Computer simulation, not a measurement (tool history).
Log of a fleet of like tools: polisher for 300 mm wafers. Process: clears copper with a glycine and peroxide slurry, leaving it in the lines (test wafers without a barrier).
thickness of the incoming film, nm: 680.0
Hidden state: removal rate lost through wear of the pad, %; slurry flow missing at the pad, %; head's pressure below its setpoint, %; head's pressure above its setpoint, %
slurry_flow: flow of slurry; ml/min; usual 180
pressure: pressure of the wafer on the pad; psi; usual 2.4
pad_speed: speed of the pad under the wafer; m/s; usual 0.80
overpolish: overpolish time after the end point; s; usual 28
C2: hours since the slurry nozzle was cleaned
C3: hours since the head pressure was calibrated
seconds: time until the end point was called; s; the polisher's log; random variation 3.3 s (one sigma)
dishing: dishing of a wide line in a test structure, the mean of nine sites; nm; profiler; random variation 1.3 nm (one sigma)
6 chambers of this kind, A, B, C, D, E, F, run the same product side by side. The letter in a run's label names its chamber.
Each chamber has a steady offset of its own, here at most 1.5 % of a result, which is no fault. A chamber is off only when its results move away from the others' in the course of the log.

Run 1C, day 0.288: usual settings; wafers polished on this pad 588; C2 82.3; C3 811.6. Result: seconds 202.94 s, dishing 62.746 nm.
Run 2F, day 0.600: usual settings; wafers polished on this pad 709; C2 226.5; C3 116.0. Result: seconds 211.26 s, dishing 65.177 nm.
Run 3A, day 0.942: usual settings; wafers polished on this pad 785; C2 180.9; C3 474.8. Result: seconds 202.62 s, dishing 62.910 nm.
Run 4B, day 1.150: usual settings; wafers polished on this pad 1211; C2 181.9; C3 109.1. Result: seconds 211.81 s, dishing 63.304 nm.
At day 1.296: chamber D: worn pad replaced by a new one.
At day 1.317: chamber C: worn pad replaced by a new one.
Run 5D, day 1.354: usual settings; wafers polished on this pad 10; C2 262.4; C3 385.4. Result: seconds 204.53 s, dishing 61.821 nm.
At day 1.496: chamber B: worn pad replaced by a new one.
At day 1.625: chamber E: worn pad replaced by a new one.
Run 6E, day 1.650: usual settings; wafers polished on this pad 4; C2 475.0; C3 50.2. Result: seconds 208.04 s, dishing 62.736 nm.
Run 7A, day 1.908: usual settings; wafers polished on this pad 953; C2 204.1; C3 498.0. Result: seconds 205.04 s, dishing 61.288 nm.
Run 8C, day 2.188: usual settings; wafers polished on this pad 151; C2 127.9; C3 857.2. Result: seconds 205.35 s, dishing 63.191 nm.
Run 9F, day 2.404: usual settings; wafers polished on this pad 1022; C2 269.8; C3 159.3. Result: seconds 205.78 s, dishing 65.281 nm.
Run 10E, day 2.617: usual settings; wafers polished on this pad 172; C2 498.2; C3 73.4. Result: seconds 212.13 s, dishing 64.077 nm.
Run 11D, day 2.946: usual settings; wafers polished on this pad 287; C2 300.6; C3 423.6. Result: seconds 210.32 s, dishing 63.002 nm.
Run 12B, day 3.242: usual settings but slurry_flow 235 ml/min, pressure 1.6 psi; wafers polished on this pad 303; C2 232.1; C3 159.3. Result: seconds 261.02 s, dishing 49.257 nm.
At day 3.246: chamber F: worn pad replaced by a new one.
Run 13B, day 3.542: usual settings but slurry_flow 235 ml/min, pressure 1.6 psi; wafers polished on this pad 355; C2 239.3; C3 166.5. Result: seconds 266.21 s, dishing 49.046 nm.
Run 14E, day 3.796: usual settings but slurry_flow 235 ml/min, pressure 1.6 psi; wafers polished on this pad 377; C2 526.5; C3 101.7. Result: seconds 267.67 s, dishing 49.469 nm.
At day 3.862: chamber A: worn pad replaced by a new one.
Run 15C, day 4.088: usual settings but slurry_flow 235 ml/min, pressure 1.6 psi; wafers polished on this pad 482; C2 173.5; C3 902.8. Result: seconds 262.62 s, dishing 48.282 nm.
Run 16F, day 4.392: usual settings but slurry_flow 235 ml/min, pressure 1.6 psi; wafers polished on this pad 199; C2 317.5; C3 207.0. Result: seconds 271.35 s, dishing 49.356 nm.
Run 17D, day 4.654: usual settings but slurry_flow 235 ml/min, pressure 1.6 psi; wafers polished on this pad 584; C2 341.6; C3 464.6. Result: seconds 275.61 s, dishing 49.347 nm.
At day 4.867: chamber D: worn pad replaced by a new one.
Run 18A, day 4.950: usual settings; wafers polished on this pad 189; C2 277.1; C3 571.0. Result: seconds 207.32 s, dishing 63.372 nm.
Run 19D, day 5.146: usual settings; wafers polished on this pad 48; C2 353.4; C3 476.4. Result: seconds 203.28 s, dishing 62.920 nm.
Run 20F, day 5.354: usual settings; wafers polished on this pad 366; C2 340.6; C3 230.1. Result: seconds 206.80 s, dishing 63.533 nm.
Run 21A, day 5.508: usual settings; wafers polished on this pad 286; C2 290.5; C3 584.4. Result: seconds 209.53 s, dishing 65.224 nm.
Run 22E, day 5.842: usual settings; wafers polished on this pad 733; C2 575.6; C3 150.8. Result: seconds 208.06 s, dishing 62.090 nm.
At day 5.954: chamber C: worn pad replaced by a new one.
Run 23B, day 6.188: usual settings but slurry_flow 125 ml/min, pressure 1.7 psi; wafers polished on this pad 815; C2 302.8; C3 230.0. Result: seconds 283.32 s, dishing 47.689 nm.
At day 6.358: chamber F: slurry nozzle cleaned.
Run 24C, day 6.454: usual settings but slurry_flow 125 ml/min, pressure 1.7 psi; wafers polished on this pad 87; C2 230.3; C3 959.6. Result: seconds 285.04 s, dishing 49.132 nm.
Run 25B, day 6.629: usual settings but slurry_flow 125 ml/min, pressure 1.7 psi; wafers polished on this pad 892; C2 313.4; C3 240.6. Result: seconds 280.01 s, dishing 47.025 nm.
Run 26F, day 6.862: usual settings but slurry_flow 125 ml/min, pressure 1.7 psi; wafers polished on this pad 628; C2 12.1; C3 266.3. Result: seconds 279.29 s, dishing 45.038 nm.
Run 27A, day 7.158: usual settings but slurry_flow 125 ml/min, pressure 1.7 psi; wafers polished on this pad 573; C2 330.1; C3 624.0. Result: seconds 282.81 s, dishing 47.028 nm.
At day 7.404: chamber E: worn pad replaced by a new one.
Run 28E, day 7.450: usual settings but slurry_flow 125 ml/min, pressure 1.7 psi; wafers polished on this pad 8; C2 614.2; C3 189.4. Result: seconds 283.45 s, dishing 48.695 nm.
Run 29D, day 7.729: usual settings; wafers polished on this pad 497; C2 415.4; C3 538.4. Result: seconds 214.49 s, dishing 63.834 nm.
At day 7.746: chamber A: head pressure recalibrated.
Run 30C, day 8.054: usual settings but pad_speed 1.02 m/s; wafers polished on this pad 365; C2 268.7; C3 998.0. Result: seconds 177.27 s, dishing 74.301 nm.
At day 8.104: chamber C: slurry nozzle cleaned.
At day 8.283: chamber D: worn pad replaced by a new one.
Run 31E, day 8.392: usual settings but pad_speed 1.02 m/s; wafers polished on this pad 171; C2 636.8; C3 212.0. Result: seconds 174.52 s, dishing 75.055 nm.
At day 8.467: chamber B: slurry nozzle cleaned.
Run 32B, day 8.700: usual settings but pad_speed 1.02 m/s; wafers polished on this pad 1252; C2 5.6; C3 290.3. Result: seconds 168.57 s, dishing 72.600 nm.
At day 8.979: chamber C: head pressure recalibrated.
Run 33D, day 9.038: usual settings but pad_speed 1.02 m/s; wafers polished on this pad 131; C2 446.8; C3 569.8. Result: seconds 174.29 s, dishing 71.985 nm.
Run 34C, day 9.288: usual settings but pad_speed 1.02 m/s; wafers polished on this pad 579; C2 28.4; C3 7.5. Result: seconds 164.07 s, dishing 71.254 nm.
Run 35F, day 9.517: usual settings but pad_speed 1.02 m/s; wafers polished on this pad 1090; C2 75.8; C3 330.0. Result: seconds 174.08 s, dishing 76.300 nm.
Run 36A, day 9.838: usual settings; wafers polished on this pad 1039; C2 394.4; C3 50.3. Result: seconds 206.39 s, dishing 61.530 nm.
Run 37F, day 10.008: usual settings; wafers polished on this pad 1175; C2 87.6; C3 341.8. Result: seconds 204.98 s, dishing 63.022 nm.

All 6 chambers run these settings next. Forecast each chamber's results:
Run 38A, day 10.258: usual settings but pressure 2.1 psi. Result: seconds ?, dishing ?.
Run 38B, day 10.258: usual settings but pressure 2.1 psi. Result: seconds ?, dishing ?.
Run 38C, day 10.258: usual settings but pressure 2.1 psi. Result: seconds ?, dishing ?.
Run 38D, day 10.258: usual settings but pressure 2.1 psi. Result: seconds ?, dishing ?.
Run 38E, day 10.258: usual settings but pressure 2.1 psi. Result: seconds ?, dishing ?.
Run 38F, day 10.258: usual settings but pressure 2.1 psi. Result: seconds ?, dishing ?.

run  seconds  dishing
38A   234.16   55.537
38B   228.83   57.911
38C   228.23   57.942
38D   228.81   56.889
38E   232.23   56.890
38F   230.13   57.742

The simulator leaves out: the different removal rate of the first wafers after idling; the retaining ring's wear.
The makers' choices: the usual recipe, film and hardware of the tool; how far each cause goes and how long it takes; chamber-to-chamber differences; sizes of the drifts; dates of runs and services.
